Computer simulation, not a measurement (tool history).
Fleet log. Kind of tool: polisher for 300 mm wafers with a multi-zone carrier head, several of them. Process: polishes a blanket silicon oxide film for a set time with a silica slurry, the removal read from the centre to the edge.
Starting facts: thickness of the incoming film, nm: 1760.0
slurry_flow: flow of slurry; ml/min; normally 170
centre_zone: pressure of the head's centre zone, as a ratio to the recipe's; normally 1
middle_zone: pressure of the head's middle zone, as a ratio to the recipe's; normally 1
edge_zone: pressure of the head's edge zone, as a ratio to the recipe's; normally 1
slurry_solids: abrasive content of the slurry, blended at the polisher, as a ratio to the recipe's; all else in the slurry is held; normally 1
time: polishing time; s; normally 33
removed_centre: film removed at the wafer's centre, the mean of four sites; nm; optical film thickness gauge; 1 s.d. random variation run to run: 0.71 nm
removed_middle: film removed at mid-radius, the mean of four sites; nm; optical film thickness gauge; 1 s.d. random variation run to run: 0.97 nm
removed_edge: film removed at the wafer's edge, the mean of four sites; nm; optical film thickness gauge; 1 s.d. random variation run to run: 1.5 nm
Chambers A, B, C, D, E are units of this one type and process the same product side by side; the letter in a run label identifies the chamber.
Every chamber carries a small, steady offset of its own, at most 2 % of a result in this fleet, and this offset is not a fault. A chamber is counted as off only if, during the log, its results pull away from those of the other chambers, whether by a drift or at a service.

run	hour	slurry_flow	centre_zone	middle_zone	edge_zone	slurry_solids	time	wafers polished on this pad	hours since the slurry nozzle was cleaned	hours since the centre zone pressure was calibrated	hours since the edge zone pressure was calibrated	removed_centre	removed_middle	removed_edge
1C	8.9	170	1	1	1	1	33	452	389.1	15	353.3	109.81	111.64	112.7
2A	22.8	170	1	1	1	1	33	729	72	418.8	1292.4	110.1	110.19	112.05
3D	33.5	170	1	1	1	1	33	796	112.9	581.5	1032	109.85	106.64	109.96
4E	48	170	1	1	1	1	33	713	112.9	663.9	376	109.99	111.41	110.38
# hour 48.1: chamber C: edge zone pressure recalibrated
# hour 48.4: chamber A: worn pad replaced by a new one
# hour 49.5: chamber D: worn pad replaced by a new one
# hour 54.3: chamber C: worn pad replaced by a new one
# hour 58.6: chamber B: centre zone pressure recalibrated
5B	58.6	170	1	1	1	1	33	860	159.1	0	60.6	111.14	109.7	112.04
# hour 69.6: chamber D: centre zone pressure recalibrated
6D	73.1	170	1	1	1	1	33	264	152.5	3.6	1071.6	110.53	108.09	108.33
# hour 77.5: chamber E: worn pad replaced by a new one
# hour 80.7: chamber A: edge zone pressure recalibrated
7C	82.4	170	1	1	1	1	33	314	462.6	88.5	34.4	110.27	110.17	112.08
8E	91	170	1	0.92	0.92	1	33	151	155.9	706.9	419	109.1	101.08	104.31
9B	103.5	170	1	0.92	0.92	1	33	1362	204	44.9	105.5	111.97	103.36	108.32
# hour 108.7: chamber B: worn pad replaced by a new one
10A	113.3	170	1	0.92	0.92	1	33	725	162.5	509.3	32.6	110.53	102.3	105.75
# hour 119: chamber D: edge zone pressure recalibrated
11D	123.3	170	1	0.92	0.92	1	33	825	202.7	53.8	4.3	110.25	101.18	107.13
# hour 124.7: chamber B: slurry nozzle cleaned
12A	137	170	1	0.92	0.92	1	33	990	186.2	533	56.3	110.52	102.61	106.65
# hour 141.9: chamber A: worn pad replaced by a new one
# hour 146.5: chamber D: worn pad replaced by a new one
13E	150.8	170	1	1	1	1	33	820	215.7	766.7	478.8	110.49	110.37	111.3
# hour 156.7: chamber C: worn pad replaced by a new one
# hour 158.2: chamber E: worn pad replaced by a new one
# hour 159.9: chamber A: slurry nozzle cleaned
14C	165.7	170	1	1	1	1	33	100	545.9	171.8	117.7	110.57	110.75	109.95
15B	178.4	170	1	1	1	1	33	779	53.8	119.8	180.4	110.59	110.79	112.71
16B	193.5	170	1	1	1	1	33	948	68.9	134.9	195.5	112.58	109.3	111.71
17E	208.7	170	1	1	1	1	33	565	273.6	824.6	536.7	110.42	109.99	111.94
# hour 219.4: chamber B: worn pad replaced by a new one
18D	223.6	170	0.91	1	1.08	1	33	861	303	154.1	104.6	99.341	108.48	116.47
# hour 231.5: chamber D: worn pad replaced by a new one
19A	232.7	170	0.91	1	1.08	1	33	1014	72.8	628.7	152	98.458	111.88	114.38
# hour 236.2: chamber C: worn pad replaced by a new one
# hour 240.9: chamber D: slurry nozzle cleaned
20C	243.2	170	0.91	1	1.08	1	33	78	623.4	249.3	195.2	100.17	110.96	114.34
# hour 245.8: chamber A: worn pad replaced by a new one
# hour 251.3: chamber E: worn pad replaced by a new one
21E	258.2	170	0.91	1	1.08	1	33	77	323.1	874.1	586.2	100.56	110.85	116.66
22C	270.5	170	0.91	1	1.08	1	33	384	650.7	276.6	222.5	99.931	112.48	114.28
23A	280.9	170	1	1	1	0.75	33	393	121	676.9	200.2	95.768	97.654	97.146
24D	288.7	170	1	1	1	0.75	33	639	47.9	219.2	169.7	96.042	92.398	95.217
25B	301.5	170	1	1	1	0.75	33	918	176.9	242.9	303.5	97.206	97.894	96.139
# hour 308.7: chamber E: edge zone pressure recalibrated
26D	309.7	170	1	1	1	0.75	33	874	68.9	240.2	190.7	95.993	93.593	92.705
# hour 320.7: chamber D: worn pad replaced by a new one
27C	320.8	170	1	1	1	0.75	33	946	701	326.9	272.8	96.856	96.836	97.239
# hour 322.7: chamber E: centre zone pressure recalibrated
# hour 325.9: chamber B: slurry nozzle cleaned
# hour 328.5: chamber C: worn pad replaced by a new one
# hour 330.1: chamber B: worn pad replaced by a new one
28A	331.4	170	1	1	1	1	33	957	171.5	727.4	250.7	109.59	110.69	111.35
29B	344.5	170	1	1	1	1	33	161	18.7	285.9	346.5	110.58	110.17	112.4
# hour 344.7: chamber E: worn pad replaced by a new one
# hour 350.9: chamber A: worn pad replaced by a new one
30E	356	170	1	1	1	1	33	127	420.9	33.3	47.4	110.97	111.05	110.82
31E	364	170	1	1	1	1	33	216	428.9	41.3	55.4	110.65	110.9	111.18
32B	374.6	170	1	1	1	1	33	497	48.8	316	376.6	109.32	111.1	112.86
# hour 375.4: chamber C: slurry nozzle cleaned
# hour 377.5: chamber C: edge zone pressure recalibrated
# hour 385.9: chamber A: slurry nozzle cleaned
33A	388	170	1	1	1	1	33	415	2.2	784	307.3	109.24	108.23	112.93
34D	396.6	170	1	1	1	1	33	848	155.8	327.1	277.6	109.51	108.61	110.35
35C	409.3	170	1	1	1	1	33	903	34	415.4	31.9	109.93	111.97	111.12
# hour 419.2: chamber D: worn pad replaced by a new one
36D	420.4	170	1	1	1	1	33	14	179.6	350.9	301.4	108.84	108.49	108.78
# hour 428.8: chamber C: worn pad replaced by a new one
37E	428.9	170	1	1	1	1	33	941	493.8	106.2	120.3	110.79	110.87	110.57
# hour 438.6: chamber B: worn pad replaced by a new one
38B	441.8	170	1	1	1	1	33	36	116	383.2	443.8	111.37	109.61	109.83
39C	457.2	170	1	1	0.96	1	33	317	81.9	463.3	79.8	108.64	108.81	107.18

All chambers now run identical settings, listed one chamber a line with results as question marks. What results will each chamber show?
40A	468.2	170	1	1	1	0.85	33					?	?	?
40B	468.2	170	1	1	1	0.85	33					?	?	?
40C	468.2	170	1	1	1	0.85	33					?	?	?
40D	468.2	170	1	1	1	0.85	33					?	?	?
40E	468.2	170	1	1	1	0.85	33					?	?	?

run	removed_centre	removed_middle	removed_edge
40A	102	101.96	101.96
40B	103.17	104.03	105.06
40C	102.69	101.37	102.9
40D	101.63	100.67	102.09
40E	102.21	102.76	104.18
